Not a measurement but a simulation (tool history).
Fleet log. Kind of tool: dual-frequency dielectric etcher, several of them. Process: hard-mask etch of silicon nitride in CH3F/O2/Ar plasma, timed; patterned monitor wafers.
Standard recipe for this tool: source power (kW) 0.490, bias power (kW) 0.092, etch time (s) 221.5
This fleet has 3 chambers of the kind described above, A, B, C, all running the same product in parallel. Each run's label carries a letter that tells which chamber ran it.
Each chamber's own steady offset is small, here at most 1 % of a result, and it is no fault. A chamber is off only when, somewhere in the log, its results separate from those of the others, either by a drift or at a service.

run,hour,source power (kW),bias power (kW),etch time (s),"read-back reference wafer on the same gauge, depth_nm",mean etch depth across the wafer (Å)
1A,14.6,0.490,0.092,221.5,177.04,1809.1
2C,22.8,0.490,0.092,221.5,176.96,1834.7
3B,29.5,0.490,0.092,221.5,177.09,1833.3
4C,41.0,0.490,0.092,221.5,176.91,1826.0
5A,52.1,0.490,0.092,221.5,176.85,1813.6
6B,64.2,0.490,0.092,221.5,177.06,1831.1
7A,78.3,0.490,0.092,166.5,176.92,1364.8
8B,89.7,0.490,0.092,166.5,177.21,1372.6
9C,97.8,0.490,0.092,166.5,176.87,1378.3
10C,106.0,0.490,0.092,221.5,176.95,1826.2
11A,112.7,0.490,0.092,221.5,176.95,1814.9
12B,121.5,0.490,0.092,221.5,177.03,1818.2
13B,136.1,0.490,0.092,179.5,177.09,1477.1
14C,148.6,0.490,0.092,179.5,176.79,1484.8
15A,161.6,0.490,0.092,179.5,177.00,1474.7
16C,174.0,0.490,0.092,221.5,176.93,1822.6
17A,182.8,0.490,0.070,221.5,176.97,1654.1
18B,189.2,0.490,0.070,221.5,177.00,1679.1
19C,197.8,0.490,0.070,221.5,177.03,1675.4
20B,208.7,0.490,0.092,221.5,177.00,1860.2
21A,216.3,0.490,0.092,221.5,177.04,1826.1
22C,228.9,0.490,0.092,221.5,176.97,1822.4
23A,235.5,0.490,0.092,221.5,177.06,1806.3
24B,242.1,0.490,0.092,221.5,177.14,1866.4
25C,248.6,0.490,0.092,221.5,176.97,1838.7
# hour 252.7: chamber C: wet clean of the chamber
26B,259.7,0.490,0.092,221.5,176.95,1876.7
27A,267.6,0.490,0.092,221.5,176.88,1816.6
28B,275.5,0.490,0.092,221.5,177.02,1856.6
29A,288.8,0.490,0.092,221.5,177.02,1814.4
30C,295.5,0.490,0.092,221.5,176.87,1827.2
31A,302.7,0.490,0.092,221.5,176.96,1810.6
32B,313.5,0.380,0.092,254.0,177.08,1955.7

Does one chamber stand apart from the rest, does the shared gauge drift, or is all well apart from small per-chamber offsets? Give the chamber and the most likely cause, where there is one.

It is chamber B that slowly wanders off from its peers.
Likeliest cause: etch rate over this chamber's usual, % = 3.5.

Which of the 4 candidates below, each the usual settings with something changed and its results left as question marks, puts chamber B back in line with what the other chambers give on the usual settings?
Allowed miss from the other chambers' usual-settings mean, per result, to count as in line: mean etch depth across the wafer (Å) 23.0
33B-1,324.0,0.490,0.093,228.0,,?
33B-2,324.0,0.490,0.092,224.0,,?
33B-3,324.0,0.490,0.092,219.0,,?
33B-4,324.0,0.490,0.091,215.0,,?

The other chambers' mean on the usual settings: mean etch depth across the wafer (Å) 1823.2
run,mean etch depth across the wafer (Å)
33B-1,1951.1
33B-2,1909.4
33B-3,1866.8
33B-4,1825.5
The right change is 33B-4: it brings the chamber back within the allowed miss of the others.
